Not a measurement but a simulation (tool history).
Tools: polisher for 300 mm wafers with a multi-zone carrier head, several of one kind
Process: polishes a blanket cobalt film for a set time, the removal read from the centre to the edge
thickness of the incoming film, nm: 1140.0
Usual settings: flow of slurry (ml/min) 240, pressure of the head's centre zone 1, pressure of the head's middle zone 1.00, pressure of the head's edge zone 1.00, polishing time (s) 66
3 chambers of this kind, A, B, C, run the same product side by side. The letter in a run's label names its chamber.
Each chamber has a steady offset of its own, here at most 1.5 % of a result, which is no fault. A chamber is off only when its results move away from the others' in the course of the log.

run	day	flow of slurry (ml/min)	pressure of the head's centre zone	pressure of the head's middle zone	pressure of the head's edge zone	polishing time (s)	film removed at the wafer's centre (Å)	film removed at mid-radius (Å)	film removed at the wafer's edge (Å)
# day 0.250: chamber A: slurry nozzle cleaned
1C	0.308	240	1	1.00	1.00	66	3315.4	3400.2	3322.0
2A	0.592	240	1	1.00	1.00	66	3305.3	3391.9	3427.6
3B	0.900	240	1	1.00	1.00	66	3318.2	3403.2	3416.5
# day 0.950: chamber C: worn pad replaced by a new one
4C	1.121	240	1	1.00	1.00	66	3271.5	3368.3	3333.4
5B	1.429	240	1	1.06	1.00	66	3356.1	3550.7	3390.5
6A	1.696	240	1	1.06	1.00	66	3407.3	3576.0	3316.5
# day 1.879: chamber A: worn pad replaced by a new one
7B	1.946	240	1	1.06	1.00	66	3336.6	3532.6	3335.9
8C	2.183	240	1	1.00	1.00	66	3330.1	3326.5	3245.8
9A	2.367	240	1	1.00	1.00	66	3339.5	3375.6	3321.8
10C	2.512	240	1	1.00	1.00	66	3300.5	3399.9	3306.2
11B	2.700	240	1	1.00	0.92	66	3319.4	3321.0	3262.6
# day 2.892: chamber B: centre zone pressure recalibrated
12A	2.946	240	1	1.00	0.92	66	3416.2	3344.0	3245.0
13B	3.125	240	1	1.00	0.92	66	3418.4	3366.8	3228.7
14C	3.271	240	1	1.00	1.00	66	3302.2	3378.7	3375.6
15A	3.596	240	1	1.00	1.00	66	3343.7	3369.3	3381.3
16C	3.804	240	1	1.00	1.00	66	3279.2	3341.7	3305.8
17B	4.075	240	1	1.00	1.00	66	3261.4	3337.9	3343.3
# day 4.317: chamber B: worn pad replaced by a new one
18A	4.404	240	1	1.00	1.00	66	3372.1	3416.8	3323.7
19A	4.600	240	1	0.96	1.00	46	2326.3	2256.8	2342.7
# day 4.679: chamber C: slurry nozzle cleaned
20B	4.862	240	1	0.96	1.00	46	2393.8	2257.6	2375.5
21C	5.129	240	1	0.96	1.00	46	2347.2	2270.5	2332.4
22C	5.425	240	1	1.00	1.00	66	3388.3	3346.0	3300.4
# day 5.688: chamber A: worn pad replaced by a new one
23A	5.700	240	1	1.00	1.00	66	3341.1	3408.5	3362.3
24B	5.879	240	1	1.00	1.00	66	3433.1	3361.1	3474.4
25C	6.204	240	1	1.00	1.00	66	3321.5	3427.9	3326.6
26B	6.392	240	1	1.00	0.94	45	2270.4	2275.9	2229.7
27A	6.600	240	1	1.00	0.94	45	2319.6	2283.6	2255.6
28A	6.892	240	1	1.00	0.94	45	2285.5	2285.3	2205.8
29C	7.146	240	1	1.00	1.00	66	3378.5	3351.3	3293.2
30B	7.342	240	1	1.00	1.00	66	3391.5	3368.9	3283.3
31B	7.667	240	1	1.00	1.00	66	3412.5	3339.5	3383.0
32A	7.900	240	1	1.00	1.00	66	3322.8	3385.0	3338.5

All 3 chambers run these settings next. Forecast each chamber's results:
33A	8.138	240	1	1.00	1.00	66	?	?	?
33B	8.138	240	1	1.00	1.00	66	?	?	?
33C	8.138	240	1	1.00	1.00	66	?	?	?

run	film removed at the wafer's centre (Å)	film removed at mid-radius (Å)	film removed at the wafer's edge (Å)
33A	3374.6	3355.8	3353.8
33B	3342.7	3386.5	3332.6
33C	3263.3	3340.6	3274.0
